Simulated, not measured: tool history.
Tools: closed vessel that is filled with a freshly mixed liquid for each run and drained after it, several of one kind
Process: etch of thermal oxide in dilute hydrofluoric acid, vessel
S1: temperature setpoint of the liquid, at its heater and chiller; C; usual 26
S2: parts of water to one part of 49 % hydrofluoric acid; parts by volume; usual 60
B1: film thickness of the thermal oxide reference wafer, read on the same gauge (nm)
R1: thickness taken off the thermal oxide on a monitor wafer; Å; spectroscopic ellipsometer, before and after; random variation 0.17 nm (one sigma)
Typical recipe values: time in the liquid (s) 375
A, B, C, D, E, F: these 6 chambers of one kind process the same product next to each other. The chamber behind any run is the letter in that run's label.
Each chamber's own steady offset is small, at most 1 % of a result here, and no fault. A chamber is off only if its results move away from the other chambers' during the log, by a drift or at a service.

run 1A hour=7.3 | S1=26 S2=60 time_in_the_liquid_(s)=375 | B1=69.991 | R1=340.78
run 2E hour=17.1 | S1=26 S2=60 time_in_the_liquid_(s)=375 | B1=69.998 | R1=339.06
run 3B hour=27.3 | S1=26 S2=60 time_in_the_liquid_(s)=375 | B1=69.993 | R1=344.12
run 4C hour=35.5 | S1=26 S2=60 time_in_the_liquid_(s)=375 | B1=70.027 | R1=341.75
run 5F hour=42.9 | S1=26 S2=60 time_in_the_liquid_(s)=375 | B1=69.998 | R1=345.79
run 6D hour=52.2 | S1=26 S2=60 time_in_the_liquid_(s)=375 | B1=70.021 | R1=341.35
run 7A hour=60.6 | S1=26 S2=60 time_in_the_liquid_(s)=375 | B1=70.019 | R1=341.2
-- hour=61.9 chamber D: hydrofluoric acid flow meter replaced
run 8D hour=68.5 | S1=26 S2=60 time_in_the_liquid_(s)=375 | B1=69.998 | R1=340.99
run 9B hour=77.4 | S1=26 S2=60 time_in_the_liquid_(s)=375 | B1=70.015 | R1=343.18
run 10C hour=83.5 | S1=26 S2=40 time_in_the_liquid_(s)=265 | B1=70.008 | R1=375.95
run 11F hour=93.8 | S1=26 S2=40 time_in_the_liquid_(s)=265 | B1=69.983 | R1=377.5
run 12E hour=103.7 | S1=26 S2=40 time_in_the_liquid_(s)=265 | B1=70.018 | R1=372.52
run 13F hour=113.9 | S1=26 S2=40 time_in_the_liquid_(s)=265 | B1=70.016 | R1=374.39
run 14D hour=119 | S1=26 S2=40 time_in_the_liquid_(s)=265 | B1=69.974 | R1=379.15
run 15A hour=125 | S1=26 S2=40 time_in_the_liquid_(s)=265 | B1=70 | R1=376.31
run 16C hour=130.6 | S1=26 S2=60 time_in_the_liquid_(s)=375 | B1=69.999 | R1=342.82
run 17B hour=139.6 | S1=26 S2=60 time_in_the_liquid_(s)=375 | B1=70.004 | R1=346.11
-- hour=143.4 chamber C: thermometer replaced
run 18E hour=149.7 | S1=26 S2=60 time_in_the_liquid_(s)=375 | B1=70.038 | R1=343.21
run 19A hour=158.8 | S1=23.5 S2=60 time_in_the_liquid_(s)=375 | B1=69.99 | R1=314.2
run 20D hour=169.4 | S1=23.5 S2=60 time_in_the_liquid_(s)=375 | B1=69.971 | R1=309.5
run 21E hour=177.8 | S1=23.5 S2=60 time_in_the_liquid_(s)=375 | B1=70.004 | R1=309.92
run 22C hour=188.5 | S1=23.5 S2=60 time_in_the_liquid_(s)=375 | B1=70.027 | R1=306.21
run 23F hour=197.4 | S1=23.5 S2=60 time_in_the_liquid_(s)=375 | B1=70.003 | R1=310.11
run 24B hour=203.2 | S1=23.5 S2=60 time_in_the_liquid_(s)=375 | B1=69.99 | R1=311.06
run 25B hour=208.2 | S1=26 S2=60 time_in_the_liquid_(s)=375 | B1=69.986 | R1=343.76
run 26F hour=216.7 | S1=26 S2=60 time_in_the_liquid_(s)=375 | B1=69.987 | R1=346.04
run 27D hour=227.3 | S1=26 S2=60 time_in_the_liquid_(s)=375 | B1=69.982 | R1=343.8
run 28E hour=234.2 | S1=26 S2=60 time_in_the_liquid_(s)=375 | B1=69.991 | R1=343.01
run 29A hour=244.1 | S1=26 S2=60 time_in_the_liquid_(s)=375 | B1=69.959 | R1=355.85
run 30C hour=252.2 | S1=28 S2=75 time_in_the_liquid_(s)=375 | B1=70.006 | R1=288.61
run 31D hour=257.5 | S1=28 S2=75 time_in_the_liquid_(s)=375 | B1=69.993 | R1=290.2
run 32B hour=267.5 | S1=28 S2=75 time_in_the_liquid_(s)=375 | B1=70.021 | R1=293.54
run 33E hour=273.2 | S1=28 S2=75 time_in_the_liquid_(s)=375 | B1=70.032 | R1=289.41
run 34F hour=279.1 | S1=28 S2=75 time_in_the_liquid_(s)=375 | B1=70.003 | R1=289.58
run 35A hour=288.1 | S1=28 S2=75 time_in_the_liquid_(s)=375 | B1=70 | R1=306.37
run 36C hour=297.6 | S1=26 S2=60 time_in_the_liquid_(s)=375 | B1=70.004 | R1=343.45
run 37B hour=302.7 | S1=26 S2=60 time_in_the_liquid_(s)=375 | B1=69.983 | R1=343.74

The same settings go to every chamber for the next run, one line per chamber below. Forecast the results for each:
run 38A hour=310.4 | S1=22.5 S2=60 time_in_the_liquid_(s)=375 | R1=?
run 38B hour=310.4 | S1=22.5 S2=60 time_in_the_liquid_(s)=375 | R1=?
run 38C hour=310.4 | S1=22.5 S2=60 time_in_the_liquid_(s)=375 | R1=?
run 38D hour=310.4 | S1=22.5 S2=60 time_in_the_liquid_(s)=375 | R1=?
run 38E hour=310.4 | S1=22.5 S2=60 time_in_the_liquid_(s)=375 | R1=?
run 38F hour=310.4 | S1=22.5 S2=60 time_in_the_liquid_(s)=375 | R1=?

run=38A R1=313.54
run=38B R1=299.33
run=38C R1=295.42
run=38D R1=298.42
run=38E R1=295.5
run=38F R1=299.12

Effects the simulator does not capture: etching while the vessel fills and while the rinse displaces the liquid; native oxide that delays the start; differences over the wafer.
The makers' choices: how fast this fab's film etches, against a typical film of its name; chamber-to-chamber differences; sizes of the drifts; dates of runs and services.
